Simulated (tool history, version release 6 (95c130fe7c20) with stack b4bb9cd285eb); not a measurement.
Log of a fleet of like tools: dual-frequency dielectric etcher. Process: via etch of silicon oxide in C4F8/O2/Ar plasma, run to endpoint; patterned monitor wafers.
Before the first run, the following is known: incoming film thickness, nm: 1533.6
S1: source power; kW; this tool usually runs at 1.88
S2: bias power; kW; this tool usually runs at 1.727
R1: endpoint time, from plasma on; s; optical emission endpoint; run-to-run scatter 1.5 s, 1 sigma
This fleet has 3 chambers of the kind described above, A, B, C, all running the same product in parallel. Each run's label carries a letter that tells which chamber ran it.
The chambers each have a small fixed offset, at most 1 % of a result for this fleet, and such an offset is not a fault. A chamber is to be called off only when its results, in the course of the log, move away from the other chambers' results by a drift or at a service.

{"run": "1A", "hour": 10.2, "S1": 1.88, "S2": 1.727, "R1": 318.29}
{"run": "2C", "hour": 18.4, "S1": 1.88, "S2": 1.727, "R1": 321.23}
{"run": "3B", "hour": 28.0, "S1": 1.88, "S2": 1.727, "R1": 325.78}
{"run": "4B", "hour": 35.0, "S1": 1.88, "S2": 1.727, "R1": 328.16}
{"run": "5C", "hour": 44.1, "S1": 1.88, "S2": 1.727, "R1": 322.5}
{"run": "6A", "hour": 51.0, "S1": 2.05, "S2": 1.577, "R1": 314.73}
{"hour": 57.9, "done": "chamber A: source power generator calibrated"}
{"run": "7C", "hour": 60.6, "S1": 2.05, "S2": 1.577, "R1": 320.73}
{"run": "8B", "hour": 70.8, "S1": 2.05, "S2": 1.577, "R1": 323.53}
{"run": "9A", "hour": 79.6, "S1": 1.88, "S2": 1.727, "R1": 322.38}
{"hour": 83.3, "done": "chamber A: bias power generator calibrated"}
{"run": "10A", "hour": 88.9, "S1": 1.88, "S2": 1.727, "R1": 322.17}
{"run": "11B", "hour": 96.8, "S1": 2.17, "S2": 1.727, "R1": 306.48}
{"run": "12C", "hour": 104.0, "S1": 2.17, "S2": 1.727, "R1": 304.68}
{"hour": 110.0, "done": "chamber A: wet clean of the chamber"}
{"run": "13B", "hour": 112.0, "S1": 2.17, "S2": 1.727, "R1": 307.66}
{"run": "14C", "hour": 121.0, "S1": 1.88, "S2": 1.727, "R1": 321.76}
{"run": "15A", "hour": 127.2, "S1": 1.88, "S2": 1.727, "R1": 305.18}
{"run": "16A", "hour": 133.0, "S1": 1.88, "S2": 1.727, "R1": 309.15}
{"run": "17C", "hour": 142.1, "S1": 1.88, "S2": 1.727, "R1": 324.22}
{"run": "18B", "hour": 153.6, "S1": 1.88, "S2": 1.727, "R1": 324.1}
{"hour": 157.0, "done": "chamber B: wet clean of the chamber"}
{"run": "19A", "hour": 165.8, "S1": 1.64, "S2": 2.143, "R1": 306.63}
{"run": "20B", "hour": 177.6, "S1": 1.64, "S2": 2.143, "R1": 324.98}
{"run": "21C", "hour": 185.8, "S1": 1.64, "S2": 2.143, "R1": 320.31}
{"run": "22C", "hour": 194.2, "S1": 1.7, "S2": 1.367, "R1": 360.22}
{"run": "23A", "hour": 207.1, "S1": 1.7, "S2": 1.367, "R1": 339.53}
{"run": "24B", "hour": 214.9, "S1": 1.7, "S2": 1.367, "R1": 360.19}
{"run": "25A", "hour": 225.7, "S1": 1.88, "S2": 1.727, "R1": 312.17}
{"run": "26C", "hour": 235.2, "S1": 1.88, "S2": 1.727, "R1": 322.31}
{"run": "27B", "hour": 247.6, "S1": 1.88, "S2": 1.727, "R1": 326.85}
{"run": "28C", "hour": 256.4, "S1": 1.88, "S2": 1.727, "R1": 320.13}
{"run": "29B", "hour": 267.8, "S1": 1.88, "S2": 2.053, "R1": 310.31}
{"run": "30A", "hour": 274.0, "S1": 1.88, "S2": 2.053, "R1": 294.52}
{"run": "31C", "hour": 283.0, "S1": 1.88, "S2": 2.053, "R1": 309.43}
{"run": "32A", "hour": 289.9, "S1": 1.88, "S2": 1.727, "R1": 309.06}

Next, every chamber runs the same settings. What will each give?
{"run": "33A", "hour": 299.2, "S1": 1.88, "S2": 1.727, "R1": "?"}
{"run": "33B", "hour": 299.2, "S1": 1.88, "S2": 1.727, "R1": "?"}
{"run": "33C", "hour": 299.2, "S1": 1.88, "S2": 1.727, "R1": "?"}

run=33A R1=308.39
run=33B R1=325.33
run=33C R1=321.56
